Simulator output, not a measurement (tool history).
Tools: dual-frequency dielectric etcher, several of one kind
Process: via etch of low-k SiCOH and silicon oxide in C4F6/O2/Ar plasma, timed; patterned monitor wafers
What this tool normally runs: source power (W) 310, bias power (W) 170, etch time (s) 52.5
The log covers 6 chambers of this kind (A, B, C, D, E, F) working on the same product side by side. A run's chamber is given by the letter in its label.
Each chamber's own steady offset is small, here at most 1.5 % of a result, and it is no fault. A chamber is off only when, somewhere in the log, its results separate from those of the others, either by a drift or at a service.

run,day,source power (W),bias power (W),etch time (s),hours since the last wet clean,hours since the last source power generator calibration,hours since the last bias power generator calibration,"read-back reference wafer on the same gauge, depth_nm",mean etch depth across the wafer (nm)
# day 0.388: chamber D: wet clean of the chamber
1B,0.538,310,170,52.5,654.7,2080.3,966.0,148.20,131.04
2A,1.175,310,170,52.5,99.6,2893.3,3592.9,147.92,131.31
# day 1.671: chamber B: wet clean of the chamber
3E,1.704,310,170,52.5,464.7,2582.3,2760.8,148.01,128.99
4C,2.008,310,170,52.5,190.9,1081.2,3164.6,148.07,129.84
# day 2.508: chamber A: bias power generator calibrated
5D,2.638,310,170,52.5,54.1,2577.4,685.8,148.10,131.88
6F,3.288,310,170,52.5,164.9,739.9,1952.1,147.97,129.37
# day 3.725: chamber E: wet clean of the chamber
7F,3.796,310,170,52.5,177.1,752.1,1964.3,148.00,128.93
8E,4.117,310,170,52.5,9.5,2640.2,2818.7,147.97,129.82
9D,4.646,310,170,52.5,102.3,2625.6,734.0,148.07,132.37
# day 4.904: chamber F: bias power generator calibrated
10B,5.129,310,170,52.5,83.1,2190.5,1076.2,148.02,132.11
11A,5.542,310,170,52.5,204.4,2998.1,72.8,148.02,131.06
12C,6.088,280,190,52.5,288.8,1179.1,3262.5,148.11,129.90
13C,6.675,280,190,52.5,302.9,1193.2,3276.6,148.01,129.79
14F,7.017,280,190,52.5,254.4,829.4,50.8,147.97,128.38
15B,7.383,280,190,52.5,137.2,2244.6,1130.3,148.05,131.27
16E,7.979,280,190,52.5,102.2,2732.9,2911.4,147.80,128.86
# day 8.088: chamber C: wet clean of the chamber
17D,8.542,280,190,52.5,195.8,2719.1,827.5,148.02,132.08
18A,9.154,310,170,52.5,291.1,3084.8,159.5,147.93,130.02
19A,9.692,310,192,66.0,304.0,3097.7,172.4,148.13,168.72
20C,10.350,310,192,66.0,54.4,1281.4,3364.8,148.06,169.77
21B,10.875,310,192,66.0,221.0,2328.4,1214.1,148.17,172.89
22E,11.175,310,192,66.0,178.9,2809.6,2988.1,148.06,169.69
23D,11.742,310,192,66.0,272.6,2795.9,904.3,147.97,172.39
24F,12.221,310,192,66.0,379.3,954.3,175.7,147.90,167.87
25D,12.871,310,170,52.5,299.7,2823.0,931.4,148.04,131.62
26B,13.254,310,170,52.5,278.1,2385.5,1271.2,147.93,131.10
27C,13.538,240,196,52.5,130.9,1357.9,3441.3,148.02,123.12
28F,14.121,240,196,52.5,424.9,999.9,221.3,148.05,122.27
29A,14.738,240,196,52.5,425.1,3218.8,293.5,147.97,120.91
# day 14.850: chamber D: wet clean of the chamber
# day 14.992: chamber F: wet clean of the chamber
30E,15.267,240,196,52.5,277.1,2907.8,3086.3,148.00,122.61
31C,15.588,240,196,52.5,180.1,1407.1,3490.5,147.97,123.43
32E,16.025,240,196,52.5,295.3,2926.0,3104.5,148.03,122.86
33F,16.471,260,198,52.5,35.5,1056.3,277.7,148.02,126.81
34A,16.854,260,198,52.5,475.9,3269.6,344.3,147.98,124.15
35B,17.512,260,198,52.5,380.3,2487.7,1373.4,148.02,129.54
36D,18.017,260,198,52.5,76.1,2946.5,1054.9,148.03,129.71
37D,18.421,260,198,52.5,85.8,2956.2,1064.6,148.02,128.87
38B,18.804,260,198,52.5,411.3,2518.7,1404.4,147.92,128.47

Does one chamber stand apart from the rest, does the shared gauge drift, or is all well apart from small per-chamber offsets? Give the chamber and the most likely cause, where there is one.

Chamber A drifts away from the others.
Cause: etch rate under this chamber's usual, % = 4.17.

Below are 4 candidate recipes for chamber A's next run, each the usual settings with a change, their results shown as question marks. Which of them brings A's results back in line with what the other chambers give on the usual settings?
Counts as in line when no further than this from what the other chambers average on the usual settings: mean etch depth across the wafer (nm) 1.50
39A-1,19.283,310,170,50.5,,,,,?
39A-2,19.283,320,172,56.0,,,,,?
39A-3,19.283,310,171,54.5,,,,,?
39A-4,19.283,310,170,48.5,,,,,?

Usual-settings mean across the other chambers: mean etch depth across the wafer (nm) 130.40
run,mean etch depth across the wafer (nm)
39A-1,120.52
39A-2,135.78
39A-3,130.31
39A-4,115.75
With 39A-3, the chamber falls back in line with the rest.

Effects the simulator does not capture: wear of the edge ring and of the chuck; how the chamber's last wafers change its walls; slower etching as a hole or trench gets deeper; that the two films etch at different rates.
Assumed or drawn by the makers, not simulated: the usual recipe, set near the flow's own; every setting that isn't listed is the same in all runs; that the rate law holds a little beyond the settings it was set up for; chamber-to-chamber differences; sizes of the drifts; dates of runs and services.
